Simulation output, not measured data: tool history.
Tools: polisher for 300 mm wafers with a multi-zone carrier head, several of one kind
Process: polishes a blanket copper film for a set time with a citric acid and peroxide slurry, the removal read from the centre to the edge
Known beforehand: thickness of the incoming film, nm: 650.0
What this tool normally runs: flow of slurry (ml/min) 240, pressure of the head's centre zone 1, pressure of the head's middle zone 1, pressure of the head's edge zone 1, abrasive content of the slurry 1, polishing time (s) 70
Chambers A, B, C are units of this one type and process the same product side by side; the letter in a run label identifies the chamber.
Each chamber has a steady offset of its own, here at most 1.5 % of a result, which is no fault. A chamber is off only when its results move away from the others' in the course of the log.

| run | day | flow of slurry (ml/min) | pressure of the head's centre zone | pressure of the head's middle zone | pressure of the head's edge zone | abrasive content of the slurry | polishing time (s) | wafers polished on this pad | hours since the slurry nozzle was cleaned | hours since the centre zone pressure was calibrated | hours since the edge zone pressure was calibrated | film removed at the wafer's centre (nm) | film removed at mid-radius (nm) | film removed at the wafer's edge (nm) |
|---|---|---|---|---|---|---|---|---|---|---|---|---|---|---|
| 1C | 0.325 | 240 | 1 | 1 | 1 | 1 | 70 | 545 | 192.7 | 506.3 | 379.2 | 203.28 | 203.45 | 209.23 |
|  | 0.408 | chamber B: worn pad replaced by a new one |
|  | 0.508 | chamber B: slurry nozzle cleaned |
| 2B | 0.604 | 240 | 1 | 1 | 1 | 1 | 70 | 31 | 2.4 | 100.1 | 547.7 | 207.39 | 204.61 | 208.8 |
| 3A | 0.892 | 240 | 1 | 1 | 1 | 1 | 70 | 259 | 444.3 | 562.1 | 180 | 207.69 | 207.81 | 205.78 |
| 4A | 1.25 | 240 | 1 | 1 | 1 | 1 | 70 | 317 | 452.9 | 570.7 | 188.6 | 203.99 | 206.22 | 204.18 |
| 5C | 1.746 | 240 | 1 | 1 | 1 | 1 | 70 | 772 | 226.8 | 540.4 | 413.3 | 203.05 | 203.8 | 206.24 |
| 6B | 2.262 | 240 | 1 | 1 | 1 | 1 | 70 | 297 | 42.2 | 139.9 | 587.5 | 206.55 | 200.47 | 205.48 |
| 7B | 2.712 | 240 | 1 | 1 | 1 | 1.2 | 70 | 369 | 53 | 150.7 | 598.3 | 215.23 | 214.4 | 212.45 |
| 8A | 2.971 | 240 | 1 | 1 | 1 | 1.2 | 70 | 592 | 494.2 | 612 | 229.9 | 210.98 | 216.85 | 213.76 |
| 9C | 3.242 | 240 | 1 | 1 | 1 | 1.2 | 70 | 1012 | 262.7 | 576.3 | 449.2 | 209.87 | 206.56 | 215.07 |
| 10C | 3.525 | 240 | 1 | 1 | 1 | 1 | 70 | 1057 | 269.5 | 583.1 | 456 | 203.36 | 200.86 | 202.37 |
|  | 3.579 | chamber A: worn pad replaced by a new one |
| 11A | 3.992 | 240 | 1 | 1 | 1 | 1 | 70 | 66 | 518.7 | 636.5 | 254.4 | 204.96 | 209.05 | 206.52 |
| 12B | 4.392 | 240 | 1 | 1 | 1 | 1 | 70 | 638 | 93.3 | 191 | 638.6 | 209.81 | 203.36 | 205.56 |
|  | 4.408 | chamber B: worn pad replaced by a new one |
| 13B | 4.75 | 240 | 1 | 1 | 1.05 | 1 | 70 | 55 | 101.9 | 199.6 | 647.2 | 206.51 | 206.51 | 212.21 |
| 14C | 5.017 | 240 | 1 | 1 | 1.05 | 1 | 70 | 1296 | 305.3 | 618.9 | 491.8 | 197.39 | 200.58 | 206.08 |
| 15A | 5.279 | 240 | 1 | 1 | 1.05 | 1 | 70 | 272 | 549.6 | 667.4 | 285.3 | 205.2 | 208.25 | 209.71 |
|  | 5.392 | chamber A: slurry nozzle cleaned |
| 16A | 5.721 | 240 | 1 | 1 | 1 | 1 | 70 | 343 | 8 | 678 | 295.9 | 203.02 | 205.19 | 205.26 |
|  | 6.046 | chamber B: edge zone pressure recalibrated |
| 17C | 6.108 | 240 | 1 | 1 | 1 | 1 | 70 | 1471 | 331.5 | 645.1 | 518 | 195.62 | 197.41 | 198.22 |
| 18B | 6.462 | 240 | 1 | 1 | 1 | 1 | 70 | 329 | 143 | 240.7 | 10.1 | 207.65 | 203.69 | 206.05 |
| 19A | 6.892 | 240 | 1 | 1 | 1 | 1 | 70 | 531 | 36.1 | 706.1 | 324 | 204.8 | 212.62 | 205.46 |
| 20B | 7.379 | 240 | 1 | 1 | 1 | 1 | 70 | 476 | 165 | 262.7 | 32.1 | 208.69 | 202.6 | 205.79 |
|  | 7.658 | chamber C: slurry nozzle cleaned |
| 21C | 7.725 | 240 | 1 | 1 | 1 | 1 | 70 | 1730 | 1.7 | 683.9 | 556.8 | 192.31 | 190.52 | 194.81 |
|  | 7.858 | chamber A: worn pad replaced by a new one |
| 22C | 8.112 | 240 | 1 | 1 | 1 | 1 | 70 | 1792 | 11 | 693.2 | 566.1 | 191.67 | 191.78 | 194.17 |
| 23A | 8.575 | 240 | 1 | 1 | 1 | 1 | 70 | 115 | 76.5 | 746.5 | 364.4 | 205.93 | 206.32 | 204.32 |

For the next run the whole fleet of 3 chambers uses the same settings. Give each chamber's results:
| 24A | 8.954 | 180 | 1 | 1 | 1 | 1 | 70 |  |  |  |  | ? | ? | ? |
| 24B | 8.954 | 180 | 1 | 1 | 1 | 1 | 70 |  |  |  |  | ? | ? | ? |
| 24C | 8.954 | 180 | 1 | 1 | 1 | 1 | 70 |  |  |  |  | ? | ? | ? |

| run | film removed at the wafer's centre (nm) | film removed at mid-radius (nm) | film removed at the wafer's edge (nm) |
|---|---|---|---|
| 24A | 194.81 | 203.31 | 198.85 |
| 24B | 197.23 | 195.7 | 199.24 |
| 24C | 179.97 | 184.26 | 184.61 |

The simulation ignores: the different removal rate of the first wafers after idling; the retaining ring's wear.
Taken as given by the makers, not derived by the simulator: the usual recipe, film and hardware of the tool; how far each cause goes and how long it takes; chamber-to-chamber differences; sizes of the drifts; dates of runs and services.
